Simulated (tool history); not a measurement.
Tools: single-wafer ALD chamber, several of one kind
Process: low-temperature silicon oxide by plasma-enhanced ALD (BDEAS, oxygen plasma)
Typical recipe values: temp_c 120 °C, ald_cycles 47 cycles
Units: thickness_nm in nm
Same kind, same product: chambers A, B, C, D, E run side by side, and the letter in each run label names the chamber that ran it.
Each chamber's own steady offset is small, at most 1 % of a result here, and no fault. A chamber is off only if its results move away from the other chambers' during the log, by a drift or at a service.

| run | hour | temp_c | ald_cycles | hours since the last thermocouple change | read-back reference wafer on the same gauge, thickness_nm | thickness_nm |
|---|---|---|---|---|---|---|
| 1B | 4.2 | 120 | 47 | 935.6 | 7.6404 | 6.5024 |
| 2C | 8.7 | 120 | 47 | 408.5 | 7.6321 | 6.4636 |
| 3E | 12.1 | 120 | 47 | 655.4 | 7.6404 | 6.5077 |
| 4A | 15.6 | 120 | 47 | 1553.3 | 7.6367 | 6.4930 |
| 5D | 18.9 | 120 | 55 | 1952.3 | 7.6356 | 7.6318 |
| 6E | 23.4 | 120 | 55 | 666.7 | 7.6355 | 7.6301 |
| 7A | 27.9 | 120 | 55 | 1565.6 | 7.6351 | 7.5137 |
| 8B | 30.4 | 120 | 55 | 961.8 | 7.6424 | 7.5332 |
|  | 30.7 | chamber A: thermocouple changed; heater temperature recalibrated |
| 9C | 34.4 | 120 | 55 | 434.2 | 7.6361 | 7.5063 |
| 10D | 39.8 | 120 | 47 | 1973.2 | 7.6364 | 6.4904 |
| 11E | 43.1 | 120 | 47 | 686.4 | 7.6407 | 6.4946 |
| 12B | 48.4 | 120 | 47 | 979.8 | 7.6415 | 6.3889 |
| 13A | 53.9 | 120 | 47 | 23.2 | 7.6432 | 6.4826 |
| 14D | 58.3 | 120 | 47 | 1991.7 | 7.6451 | 6.5056 |
| 15C | 61.3 | 120 | 53 | 461.1 | 7.6434 | 7.2682 |
| 16C | 66.3 | 120 | 53 | 466.1 | 7.6345 | 7.2437 |
| 17A | 71.6 | 120 | 53 | 40.9 | 7.6358 | 7.2886 |
| 18B | 75.4 | 120 | 53 | 1006.8 | 7.6432 | 7.2995 |
| 19E | 78.4 | 120 | 53 | 721.7 | 7.6470 | 7.3498 |
| 20D | 82.9 | 120 | 47 | 2016.3 | 7.6379 | 6.5059 |
| 21B | 85.7 | 120 | 47 | 1017.1 | 7.6392 | 6.5000 |
| 22A | 90.9 | 120 | 47 | 60.2 | 7.6432 | 6.4737 |
| 23C | 94.0 | 120 | 47 | 493.8 | 7.6371 | 6.4707 |
| 24D | 97.8 | 120 | 47 | 2031.2 | 7.6398 | 6.5221 |
| 25E | 101.8 | 120 | 47 | 745.1 | 7.6341 | 6.4699 |
| 26D | 104.2 | 120 | 47 | 2037.6 | 7.6380 | 6.4501 |
| 27A | 107.7 | 120 | 47 | 77.0 | 7.6350 | 6.5047 |
| 28E | 110.2 | 120 | 47 | 753.5 | 7.6334 | 6.5328 |
| 29C | 115.7 | 120 | 47 | 515.5 | 7.6428 | 6.4381 |
| 30B | 120.6 | 120 | 47 | 1052.0 | 7.6419 | 6.4620 |
| 31E | 125.3 | 120 | 47 | 768.6 | 7.6346 | 6.5288 |
| 32B | 128.9 | 125 | 41 | 1060.3 | 7.6430 | 5.6019 |
| 33C | 133.0 | 125 | 41 | 532.8 | 7.6440 | 5.5790 |
| 34A | 138.6 | 125 | 41 | 107.9 | 7.6382 | 5.5973 |

The same settings go to every chamber for the next run, one line per chamber below. Forecast the results for each:
| 35A | 142.6 | 120 | 38 |  |  | ? |
| 35B | 142.6 | 120 | 38 |  |  | ? |
| 35C | 142.6 | 120 | 38 |  |  | ? |
| 35D | 142.6 | 120 | 38 |  |  | ? |
| 35E | 142.6 | 120 | 38 |  |  | ? |

| run | thickness_nm |
|---|---|
| 35A | 5.2411 |
| 35B | 5.1836 |
| 35C | 5.2130 |
| 35D | 5.2539 |
| 35E | 5.3274 |
